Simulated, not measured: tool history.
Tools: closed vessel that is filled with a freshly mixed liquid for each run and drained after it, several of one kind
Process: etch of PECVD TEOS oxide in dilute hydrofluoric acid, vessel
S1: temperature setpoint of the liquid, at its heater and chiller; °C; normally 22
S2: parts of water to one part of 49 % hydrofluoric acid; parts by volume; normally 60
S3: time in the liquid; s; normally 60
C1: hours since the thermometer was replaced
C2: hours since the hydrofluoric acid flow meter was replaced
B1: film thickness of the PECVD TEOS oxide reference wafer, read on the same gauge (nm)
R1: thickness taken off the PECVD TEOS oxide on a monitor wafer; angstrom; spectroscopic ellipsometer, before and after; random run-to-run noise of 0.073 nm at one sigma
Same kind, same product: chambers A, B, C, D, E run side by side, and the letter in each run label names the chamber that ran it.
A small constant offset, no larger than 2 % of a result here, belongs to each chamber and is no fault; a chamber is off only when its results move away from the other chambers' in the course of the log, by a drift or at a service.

run   hour  S1  S2  S3      C1     C2      B1      R1
 1E    9.0  22  60  60   684.2  244.8  120.01  121.03
 2B   18.5  22  60  60   163.8  624.6  120.00  123.06
 3D   28.9  22  60  60  1608.9  178.6  119.98  122.10
 4C   40.4  22  60  60   342.2  698.1  119.98  121.69
 5A   50.4  22  60  60   525.9  201.8  119.99  120.56
 6A   58.0  22  60  60   533.5  209.4  119.98  120.48
 7D   68.5  22  60  60  1648.5  218.2  120.00  123.91
 8C   73.8  22  60  60   375.6  731.5  120.00  121.25
 9B   79.6  22  60  60   224.9  685.7  120.02  124.22
10E   89.3  22  60  60   764.5  325.1  120.02  121.34
11C   99.4  22  60  60   401.2  757.1  120.01  120.15
12A  111.5  22  60  60   587.0  262.9  120.01  119.95
13D  119.3  22  60  60  1699.3  269.0  120.01  123.29
14E  125.1  25  60  60   800.3  360.9  120.01  137.79
15B  132.8  25  60  60   278.1  738.9  119.99  140.30
16D  142.2  25  60  60  1722.2  291.9  120.02  140.09
17E  147.8  25  60  60   823.0  383.6  120.01  138.26
18A  155.1  25  60  60   630.6  306.5  120.01  136.17
19B  161.4  22  60  60   306.7  767.5  120.00  124.68
20C  170.8  22  60  60   472.6  828.5  119.98  117.93
21B  180.3  22  60  60   325.6  786.4  119.99  124.48
22D  185.6  22  60  60  1765.6  335.3  120.00  124.10
23E  191.8  22  60  60   867.0  427.6  120.00  122.66
24C  198.9  22  60  60   500.7  856.6  120.00  117.85
25A  205.4  22  60  60   680.9  356.8  120.00  120.29
26C  215.2  22  60  60   517.0  872.9  120.02  118.08
27A  227.1  22  60  60   702.6  378.5  119.99  119.62
28B  236.3  22  60  60   381.6  842.4  119.97  123.21
29E  245.6  22  60  60   920.8  481.4  120.00  121.49
30D  256.4  22  60  60  1836.4  406.1  120.02  124.13
31D  267.6  22  60  60  1847.6  417.3  120.00  123.49
32A  276.0  22  60  60   751.5  427.4  120.00  119.55

Next, all 5 chambers run the settings below, one line each with question marks for the results. What does each chamber give?
33A  284.8  19  60  60               ?
33B  284.8  19  60  60               ?
33C  284.8  19  60  60               ?
33D  284.8  19  60  60               ?
33E  284.8  19  60  60               ?

run      R1
33A  106.90
33B  108.43
33C  102.63
33D  108.16
33E  106.77

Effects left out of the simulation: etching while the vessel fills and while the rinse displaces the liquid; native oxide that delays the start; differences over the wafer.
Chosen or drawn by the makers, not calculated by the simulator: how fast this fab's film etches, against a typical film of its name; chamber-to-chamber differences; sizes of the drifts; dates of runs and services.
